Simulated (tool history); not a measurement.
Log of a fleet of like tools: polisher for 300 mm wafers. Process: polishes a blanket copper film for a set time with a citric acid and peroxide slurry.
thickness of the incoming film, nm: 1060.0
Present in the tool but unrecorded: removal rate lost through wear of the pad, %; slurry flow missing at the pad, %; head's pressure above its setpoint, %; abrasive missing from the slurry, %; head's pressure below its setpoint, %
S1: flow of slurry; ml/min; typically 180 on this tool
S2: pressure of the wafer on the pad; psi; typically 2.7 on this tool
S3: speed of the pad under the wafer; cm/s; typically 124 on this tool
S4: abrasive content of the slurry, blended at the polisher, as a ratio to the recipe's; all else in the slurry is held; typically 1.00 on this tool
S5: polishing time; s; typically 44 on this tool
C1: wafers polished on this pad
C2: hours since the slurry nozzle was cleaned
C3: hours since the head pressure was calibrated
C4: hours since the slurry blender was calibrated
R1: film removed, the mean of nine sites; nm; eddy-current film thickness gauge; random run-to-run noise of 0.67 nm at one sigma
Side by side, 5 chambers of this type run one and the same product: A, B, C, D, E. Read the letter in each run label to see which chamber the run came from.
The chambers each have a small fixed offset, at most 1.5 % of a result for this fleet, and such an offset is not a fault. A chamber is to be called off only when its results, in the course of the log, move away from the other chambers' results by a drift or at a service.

run    day   S1   S2   S3    S4  S5    C1     C2     C3     C4       R1
 1E  0.196  180  2.7  124  1.00  44  1345   97.5  175.2   24.0   96.084
     0.333  -- chamber E: worn pad replaced by a new one
 2D  0.383  180  2.7  124  1.00  44   269   43.7   91.5   66.3   95.413
 3C  0.575  180  2.7  124  1.00  44   687  258.1  554.4   41.7   95.397
     0.588  -- chamber C: worn pad replaced by a new one
 4A  0.738  180  2.7  124  1.00  44   794  142.9  421.1  127.8   96.330
 5B  0.888  180  2.7  124  1.00  44  1241  335.8  403.1  235.2   95.929
 6A  1.079  180  2.7  124  1.00  44   899  151.1  429.3  136.0   96.008
     1.146  -- chamber D: worn pad replaced by a new one
     1.312  -- chamber B: worn pad replaced by a new one
 7E  1.346  180  2.7  124  1.00  44   310  125.1  202.8   51.6   94.648
 8D  1.488  180  2.7  124  1.00  44   104   70.2  118.0   92.8   96.433
 9B  1.658  180  2.7  124  1.00  44   105  354.3  421.6  253.7   97.851
     1.738  -- chamber A: worn pad replaced by a new one
10C  1.912  180  2.7  124  1.00  44   405  290.2  586.5   73.8   94.575
11A  2.208  180  2.7  124  1.00  44   144  178.2  456.4  163.1   95.423
12C  2.350  180  2.7  124  1.00  44   538  300.7  597.0   84.3   94.472
13D  2.558  180  2.7  124  1.00  44   431   95.9  143.7  118.5   95.245
     2.804  -- chamber C: worn pad replaced by a new one
14B  2.850  180  2.7  124  1.00  44   469  382.9  450.2  282.3   96.055
15E  3.075  180  2.7  124  1.00  44   837  166.6  244.3   93.1   96.465
     3.092  -- chamber D: worn pad replaced by a new one
16A  3.358  180  2.2  124  0.80  44   495  205.8  484.0  190.7   74.747
     3.454  -- chamber D: slurry blender recalibrated
17B  3.633  180  2.2  124  0.80  44   708  401.7  469.0  301.1   76.137
18D  3.942  180  2.2  124  0.80  44   260  129.1  176.9   11.8   74.647
19C  4.100  180  2.2  124  0.80  44   396  342.7  639.0  126.3   73.965
     4.112  -- chamber B: slurry blender recalibrated
20E  4.292  180  2.2  124  0.80  44  1209  195.8  273.5  122.3   74.768
21E  4.488  180  2.7  124  1.10  35  1269  200.5  278.2  127.0   77.435
22A  4.650  180  2.7  124  1.10  35   890  236.8  515.0  221.7   77.660
     4.704  -- chamber D: worn pad replaced by a new one
     4.812  -- chamber C: worn pad replaced by a new one
23C  4.821  180  2.7  124  1.10  35     3  360.0  656.3  143.6   75.924
     5.079  -- chamber E: worn pad replaced by a new one
24D  5.083  180  2.7  124  1.10  35   116  156.5  204.3   39.2   76.972
25B  5.350  180  2.7  124  1.10  35  1232  442.9  510.2   29.7   78.528
     5.533  -- chamber A: worn pad replaced by a new one
26C  5.567  235  2.7  124  1.25  44   231  377.9  674.2  161.5  102.120
     5.621  -- chamber B: worn pad replaced by a new one
27B  5.862  235  2.7  124  1.25  44    73  455.2  522.5   42.0  104.850
     5.988  -- chamber E: slurry nozzle cleaned
28E  6.142  235  2.7  124  1.25  44   325    3.8  317.9  166.7  104.890
     6.242  -- chamber A: head pressure recalibrated
29A  6.400  235  2.7  124  1.25  44   264  278.8    3.8  263.7  103.180
     6.654  -- chamber D: worn pad replaced by a new one
30D  6.700  235  2.7  124  1.25  44    14  195.3  243.1   78.0  102.430
31C  6.992  180  2.7  124  1.00  44   666  412.1  708.4  195.7   93.055
32A  7.275  180  2.3  124  1.00  44   531  299.8   24.8  284.7   80.608
33B  7.538  180  2.3  124  1.00  44   585  495.4  562.7   82.2   82.064
34D  7.696  180  2.3  124  1.00  44   318  219.2  267.0  101.9   81.870
35E  7.833  180  2.3  124  1.00  44   841   44.4  358.5  207.3   82.471
36B  8.038  180  2.3  124  1.00  44   737  507.4  574.7   94.2   81.733

Which is it: a chamber that has drifted or been left off by a service, a gauge drift common to all chambers, or only each chamber's usual small offset? If a chamber is off, name it and its likeliest cause.

Neither any chamber nor the gauge drifts; the chambers differ only by their own small, steady offsets.
